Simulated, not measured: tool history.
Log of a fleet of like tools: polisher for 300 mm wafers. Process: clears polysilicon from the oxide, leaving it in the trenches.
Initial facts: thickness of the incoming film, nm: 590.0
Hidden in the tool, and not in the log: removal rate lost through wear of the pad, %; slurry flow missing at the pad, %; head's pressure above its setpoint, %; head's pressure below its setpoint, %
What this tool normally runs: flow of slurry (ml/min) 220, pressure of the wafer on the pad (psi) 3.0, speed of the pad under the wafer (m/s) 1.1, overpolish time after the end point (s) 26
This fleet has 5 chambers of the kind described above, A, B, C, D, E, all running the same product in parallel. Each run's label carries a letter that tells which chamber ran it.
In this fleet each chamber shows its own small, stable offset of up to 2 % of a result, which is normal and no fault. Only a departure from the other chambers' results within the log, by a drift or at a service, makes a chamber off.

run   hour  flow of slurry (ml/min)  pressure of the wafer on the pad (psi)  speed of the pad under the wafer (m/s)  overpolish time after the end point (s)  wafers polished on this pad  hours since the slurry nozzle was cleaned  hours since the head pressure was calibrated  time until the end point was called (s)  dishing of a wide line in a test structure (angstrom)
 1B   12.0                      220                                     3.0                                     1.1                                       26                          475                                      577.1                                         557.8                                   31.474                                                 898.67
 2C   17.8                      220                                     3.0                                     1.1                                       26                          308                                      708.5                                         420.2                                   32.335                                                 901.58
      25.9  -- chamber E: worn pad replaced by a new one
 3A   27.1                      220                                     3.0                                     1.1                                       26                          408                                      194.4                                         452.3                                   31.732                                                 886.17
      32.8  -- chamber D: worn pad replaced by a new one
      34.4  -- chamber A: slurry nozzle cleaned
 4E   35.2                      220                                     3.0                                     1.1                                       26                           62                                      713.9                                         758.3                                   31.833                                                 916.28
      36.8  -- chamber E: slurry nozzle cleaned
 5D   43.1                      220                                     3.0                                     1.1                                       26                           69                                      108.2                                         171.7                                   31.535                                                 896.32
      47.6  -- chamber C: slurry nozzle cleaned
      48.7  -- chamber E: head pressure recalibrated
 6A   51.8                      220                                     3.0                                     1.1                                       26                          574                                       17.5                                         477.0                                   32.304                                                 898.67
 7E   59.9                      220                                     3.0                                     1.1                                       26                          228                                       23.2                                          11.2                                   31.721                                                 913.22
 8C   66.9                      220                                     3.0                                     1.1                                       26                          638                                       19.3                                         469.3                                   31.575                                                 890.85
 9B   77.3                      220                                     3.0                                     1.1                                       26                          914                                      642.4                                         623.1                                   31.622                                                 903.89
10D   86.8                      220                                     3.0                                     1.1                                       26                          362                                      151.9                                         215.4                                   30.809                                                 894.60
11C   99.1                      160                                     3.0                                     1.1                                       26                          855                                       51.5                                         501.5                                   33.013                                                 899.47
12A  109.4                      160                                     3.0                                     1.1                                       26                          961                                       75.1                                         534.6                                   34.539                                                 896.37
13B  120.9                      160                                     3.0                                     1.1                                       26                         1207                                      686.0                                         666.7                                   33.156                                                 900.30
     123.8  -- chamber C: worn pad replaced by a new one
14E  128.7                      160                                     3.0                                     1.1                                       26                          691                                       92.0                                          80.0                                   34.203                                                 940.46
15D  136.6                      160                                     3.0                                     1.1                                       26                          697                                      201.7                                         265.2                                   32.677                                                 896.49
16B  148.6                      220                                     3.0                                     1.1                                       26                         1393                                      713.7                                         694.4                                   31.929                                                 873.64
     148.9  -- chamber B: worn pad replaced by a new one
17A  160.2                      220                                     3.0                                     1.1                                       26                         1302                                      125.9                                         585.4                                   32.095                                                 909.57
18C  167.4                      220                                     3.0                                     1.1                                       26                          293                                      119.8                                         569.8                                   31.646                                                 904.50
19E  174.6                      220                                     3.5                                     1.1                                       21                          999                                      137.9                                         125.9                                   26.573                                                 904.37
20D  180.7                      220                                     3.5                                     1.1                                       21                          994                                      245.8                                         309.3                                   26.814                                                 896.59
     187.4  -- chamber E: worn pad replaced by a new one
21B  190.4                      220                                     3.5                                     1.1                                       21                          278                                      755.5                                         736.2                                   27.307                                                 910.10
     191.8  -- chamber C: head pressure recalibrated
22C  200.8                      220                                     3.5                                     1.1                                       21                          517                                      153.2                                           9.0                                   27.422                                                 904.70
     208.9  -- chamber D: worn pad replaced by a new one
     209.3  -- chamber B: slurry nozzle cleaned
23D  210.0                      220                                     3.5                                     1.1                                       21                            7                                      275.1                                         338.6                                   26.848                                                 905.21
24A  216.8                      220                                     3.0                                     1.1                                       26                         1683                                      182.5                                         642.0                                   33.753                                                 895.74
25E  225.2                      220                                     3.0                                     1.1                                       26                          254                                      188.5                                         176.5                                   31.648                                                 914.03
26A  236.1                      220                                     3.0                                     1.1                                       26                         1812                                      201.8                                         661.3                                   33.253                                                 894.02
27D  248.4                      220                                     3.0                                     1.1                                       26                          266                                      313.5                                         377.0                                   31.333                                                 899.48
28E  254.5                      220                                     3.0                                     1.1                                       26                          451                                      217.8                                         205.8                                   31.321                                                 901.55
29C  261.6                      220                                     2.4                                     1.1                                       12                          926                                      214.0                                          69.8                                   38.861                                                 786.84
30B  270.6                      220                                     2.4                                     1.1                                       12                          817                                       61.4                                         816.4                                   38.993                                                 779.80
     272.1  -- chamber A: slurry nozzle cleaned
     274.2  -- chamber C: worn pad replaced by a new one
31B  282.2                      220                                     2.4                                     1.1                                       12                          895                                       73.0                                         828.0                                   39.964                                                 779.87
32A  289.6                      220                                     2.4                                     1.1                                       12                         2172                                       17.6                                         714.8                                   44.032                                                 746.27
33D  302.0                      220                                     2.4                                     1.1                                       12                          626                                      367.1                                         430.6                                   39.069                                                 780.01
34E  309.9                      220                                     3.7                                     1.1                                       26                          823                                      273.2                                         261.2                                   26.156                                                 898.93
35C  318.3                      220                                     3.7                                     1.1                                       26                          296                                      270.7                                         126.5                                   25.914                                                 913.20
36B  328.3                      220                                     3.7                                     1.1                                       26                         1205                                      119.1                                         874.1                                   25.889                                                 898.35
37A  338.2                      220                                     3.7                                     1.1                                       26                         2499                                       66.2                                         763.4                                   29.111                                                 895.09

All chambers now run identical settings, listed one chamber a line with results as question marks. What results will each chamber show?
38A  347.0                      220                                     3.0                                     1.1                                       26                                                                                                                                                              ?                                                      ?
38B  347.0                      220                                     3.0                                     1.1                                       26                                                                                                                                                              ?                                                      ?
38C  347.0                      220                                     3.0                                     1.1                                       26                                                                                                                                                              ?                                                      ?
38D  347.0                      220                                     3.0                                     1.1                                       26                                                                                                                                                              ?                                                      ?
38E  347.0                      220                                     3.0                                     1.1                                       26                                                                                                                                                              ?                                                      ?

run  time until the end point was called (s)  dishing of a wide line in a test structure (angstrom)
38A                                   35.479                                                 897.51
38B                                   31.825                                                 901.96
38C                                   31.552                                                 901.99
38D                                   31.674                                                 884.45
38E                                   32.066                                                 913.01

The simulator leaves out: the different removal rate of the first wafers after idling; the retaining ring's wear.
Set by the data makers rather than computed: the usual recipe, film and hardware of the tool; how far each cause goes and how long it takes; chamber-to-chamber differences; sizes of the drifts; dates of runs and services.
